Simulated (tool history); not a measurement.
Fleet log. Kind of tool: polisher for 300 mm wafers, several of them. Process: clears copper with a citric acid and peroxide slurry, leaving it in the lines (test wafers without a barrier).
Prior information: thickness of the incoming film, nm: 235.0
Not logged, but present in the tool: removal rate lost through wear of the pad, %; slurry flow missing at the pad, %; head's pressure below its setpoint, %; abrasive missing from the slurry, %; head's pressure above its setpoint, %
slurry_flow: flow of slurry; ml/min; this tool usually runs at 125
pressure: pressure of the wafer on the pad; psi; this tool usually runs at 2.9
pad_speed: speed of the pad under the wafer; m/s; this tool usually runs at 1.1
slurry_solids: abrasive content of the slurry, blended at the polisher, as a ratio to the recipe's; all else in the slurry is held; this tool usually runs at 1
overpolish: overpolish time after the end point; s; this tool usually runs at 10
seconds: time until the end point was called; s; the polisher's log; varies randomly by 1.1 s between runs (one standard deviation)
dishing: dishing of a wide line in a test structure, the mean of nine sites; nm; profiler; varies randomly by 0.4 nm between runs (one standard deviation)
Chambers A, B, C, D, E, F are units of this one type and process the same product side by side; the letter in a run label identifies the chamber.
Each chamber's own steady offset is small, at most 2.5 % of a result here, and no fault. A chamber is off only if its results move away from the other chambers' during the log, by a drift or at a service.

run,hour,slurry_flow,pressure,pad_speed,slurry_solids,overpolish,wafers polished on this pad,hours since the slurry nozzle was cleaned,hours since the head pressure was calibrated,hours since the slurry blender was calibrated,seconds,dishing
# hour 0.7: chamber C: head pressure recalibrated
1D,4.2,125,2.9,1.1,1,10,341,716.7,151.9,120,97.219,16.288
2C,7.9,125,2.9,1.1,1,10,851,300.7,7.3,277.5,94.843,15.512
3B,10.5,125,2.9,1.1,1,10,94,287,412.4,213.5,98.394,16.45
4A,13.8,125,2.9,1.1,1,10,1289,639.2,121.8,62.7,96.33,16.511
5F,15.7,125,2.9,1.1,1,10,168,151.7,510.7,29.8,96.256,16.008
6E,18.6,125,2.9,1.1,1,10,343,23.4,397.2,385.7,93.958,16.176
7B,20.5,125,2.9,1.1,1,14,158,297,422.4,223.5,95.673,21.603
8E,22.4,125,2.9,1.1,1,14,367,27.2,401,389.5,92.773,21.178
# hour 25.2: chamber D: slurry nozzle cleaned
9F,26.5,125,2.9,1.1,1,14,237,162.5,521.5,40.6,97.358,20.654
10D,29.8,125,2.9,1.1,1,14,505,4.7,177.5,145.6,96.829,20.918
11C,32,125,2.9,1.1,1,14,1006,324.8,31.4,301.6,95.85,21.165
# hour 32.3: chamber A: worn pad replaced by a new one
12A,35.7,125,2.9,1.1,1,14,21,661.1,143.7,84.6,96.701,21.004
13D,37.6,125,2.9,1.1,1,10,555,12.5,185.3,153.4,98.518,15.918
14F,39.5,125,2.9,1.1,1,10,321,175.5,534.5,53.6,95.539,16.061
15A,41.9,125,2.9,1.1,1,10,61,667.3,149.9,90.8,97.254,15.719
16C,44,125,2.9,1.1,1,10,1084,336.8,43.4,313.6,97.792,16.024
# hour 45.1: chamber C: slurry nozzle cleaned
17B,47.8,125,2.9,1.1,1,10,334,324.3,449.7,250.8,94.911,16.593
18E,51.7,125,2.9,1.1,1,10,556,56.5,430.3,418.8,97.804,15.804
19D,53.7,125,2.9,1.1,1,10,659,28.6,201.4,169.5,97.725,16.826
20F,57.9,125,2.9,1.1,1,10,439,193.9,552.9,72,95.246,15.424
21A,59.8,125,2.9,1.1,1,10,176,685.2,167.8,108.7,98.06,16.718
22B,63.7,125,2.9,1.1,1,10,436,340.2,465.6,266.7,96.326,15.688
23C,67.9,125,2.9,0.96,1,10,1237,22.8,67.3,337.5,109.56,14.209
# hour 69.9: chamber D: worn pad replaced by a new one
24E,70.8,125,2.9,0.96,1,10,678,75.6,449.4,437.9,114.23,13.584
25C,73.1,125,2.9,0.96,1,10,1271,28,72.5,342.7,109.04,14.57
26A,75.9,125,2.9,0.96,1,10,280,701.3,183.9,124.8,110.78,14.308
# hour 78.1: chamber D: slurry blender recalibrated
27E,78.5,125,2.9,0.96,1,10,728,83.3,457.1,445.6,113.87,13.923
28F,82.4,125,2.9,0.96,1,10,597,218.4,577.4,96.5,109.72,14.213
29D,84.5,125,2.9,1.1,1,10,94,59.4,232.2,6.5,96.301,16.209
30B,86.5,125,2.9,1.1,1,10,582,363,488.4,289.5,96.661,16.353
# hour 87: chamber C: worn pad replaced by a new one
# hour 88.9: chamber B: head pressure recalibrated
31A,89.1,125,2.9,1.1,1.2,10,365,714.5,197.1,138,92.094,16.585
32F,91,125,2.9,1.1,1.2,10,652,227,586,105.1,92.836,16.872
33D,93.6,125,2.9,1.1,1.2,10,153,68.5,241.3,15.6,94.515,16.448
34B,97.1,125,2.9,1.1,1.2,10,651,373.6,8.3,300.1,93.456,17.212
35C,99.3,125,2.9,1.1,1.2,10,79,54.2,98.7,368.9,89.976,16.355
36E,101.8,125,2.9,1.1,1.2,10,878,106.6,480.4,468.9,97.778,15.777

Is one chamber off against the others, does the gauge drift, or is nothing wrong? If a chamber is off, say which, and what the likeliest cause is.

Little by little, chamber E moves away from the other chambers.
Likeliest cause: removal rate lost through wear of the pad, % = 9.09.
It could be hard to tell apart here from: slurry flow missing at the pad, %; head's pressure below its setpoint, %; abrasive missing from the slurry, %.

Here are 4 candidates for chamber E's next run, each the usual settings with a change, their results left as question marks. Which one brings its results back in line with what the others give on the usual settings?
In line here means within this much of the mean the other chambers give on the usual settings: seconds 4 s; dishing 1.4 nm
37E-1,105,125,3,1.14,1,10,,,,,?,?
37E-2,105,125,2.7,1.02,1,10,,,,,?,?
37E-3,105,125,2.8,1.06,1,10,,,,,?,?
37E-4,105,125,3.1,1.2,1,10,,,,,?,?

The mean the other chambers reach with the usual settings: seconds 96.27 s; dishing 16.087 nm
run,seconds,dishing
37E-1,97.832,15.973
37E-2,120.81,13.357
37E-3,112.33,14.217
37E-4,90.098,17.094
It is 37E-1 that realigns the chamber with its peers.
